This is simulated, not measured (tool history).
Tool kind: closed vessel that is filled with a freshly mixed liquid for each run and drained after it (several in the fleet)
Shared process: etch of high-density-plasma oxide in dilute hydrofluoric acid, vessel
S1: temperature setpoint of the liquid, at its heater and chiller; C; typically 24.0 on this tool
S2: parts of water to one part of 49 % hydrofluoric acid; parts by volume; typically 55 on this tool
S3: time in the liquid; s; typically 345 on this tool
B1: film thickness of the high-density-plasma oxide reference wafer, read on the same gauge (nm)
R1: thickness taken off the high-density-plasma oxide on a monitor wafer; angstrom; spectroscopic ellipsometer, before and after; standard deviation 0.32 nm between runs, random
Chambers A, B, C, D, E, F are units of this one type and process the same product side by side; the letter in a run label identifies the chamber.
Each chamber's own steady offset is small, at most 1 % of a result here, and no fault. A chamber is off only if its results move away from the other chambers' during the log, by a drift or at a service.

run	day	S1	S2	S3	B1	R1
1D	0.567	24.0	55	345	150.03	337.78
2E	0.888	24.0	55	345	149.99	340.23
# day 1.258: chamber C: hydrofluoric acid flow meter replaced
3C	1.358	24.0	55	345	149.99	338.11
# day 1.696: chamber C: thermometer replaced
4B	1.946	24.0	55	345	150.01	337.50
# day 2.392: chamber D: hydrofluoric acid flow meter replaced
5A	2.579	24.0	55	345	149.99	333.23
# day 2.796: chamber A: thermometer replaced
6F	3.083	24.0	55	345	150.02	342.01
7C	3.567	24.0	55	345	149.97	338.28
8A	3.904	24.0	55	345	150.01	334.89
9F	4.550	24.0	35	345	150.02	542.50
10D	5.021	24.0	35	345	150.00	541.58
11E	5.400	24.0	35	345	150.00	550.73
12B	5.779	24.0	35	345	150.02	547.98
13A	6.142	24.0	35	345	150.02	555.08
14F	6.542	24.0	35	345	150.01	541.32
15E	7.042	21.5	30	345	149.97	582.84
16D	7.454	21.5	30	345	150.01	560.31
17B	8.058	21.5	30	345	149.99	566.06
18C	8.446	21.5	30	345	149.98	568.09
19A	9.029	21.5	30	345	150.03	580.45
20F	9.492	21.5	30	345	150.04	568.10
21E	10.029	24.0	55	345	150.00	342.67
22D	10.354	24.0	55	345	150.01	333.06
23C	10.996	24.0	55	345	150.02	335.87
# day 11.496: chamber F: thermometer replaced
# day 11.500: chamber B: hydrofluoric acid flow meter replaced
24B	11.583	24.0	55	345	149.99	333.95
25B	12.088	24.0	55	345	150.01	336.50
26D	12.596	24.0	55	345	150.01	337.19
27E	13.175	24.0	55	345	150.01	334.20
28C	13.462	24.0	55	345	149.99	335.01
29F	14.000	24.0	55	345	149.97	324.67
30A	14.367	24.0	55	345	150.01	333.86
31E	14.646	24.0	55	345	150.00	340.08
32C	15.008	26.0	55	460	149.98	484.23
33F	15.392	26.0	55	460	150.01	466.08
34A	15.942	26.0	55	460	149.99	494.14
35B	16.433	26.0	55	460	149.98	486.18
36D	16.892	26.0	55	460	150.00	485.72
37D	17.204	26.0	55	460	150.00	483.73
38B	17.512	24.0	55	345	150.01	336.02
39E	18.112	24.0	55	345	149.97	337.65
40F	18.704	24.0	55	345	150.02	315.79
41A	19.208	24.0	75	160	149.98	110.12

Each of the 6 chambers runs these same settings next. Fill in every chamber's results:
42A	19.675	29.0	55	345		?
42B	19.675	29.0	55	345		?
42C	19.675	29.0	55	345		?
42D	19.675	29.0	55	345		?
42E	19.675	29.0	55	345		?
42F	19.675	29.0	55	345		?

run	R1
42A	413.98
42B	413.54
42C	414.22
42D	414.41
42E	416.32
42F	381.92
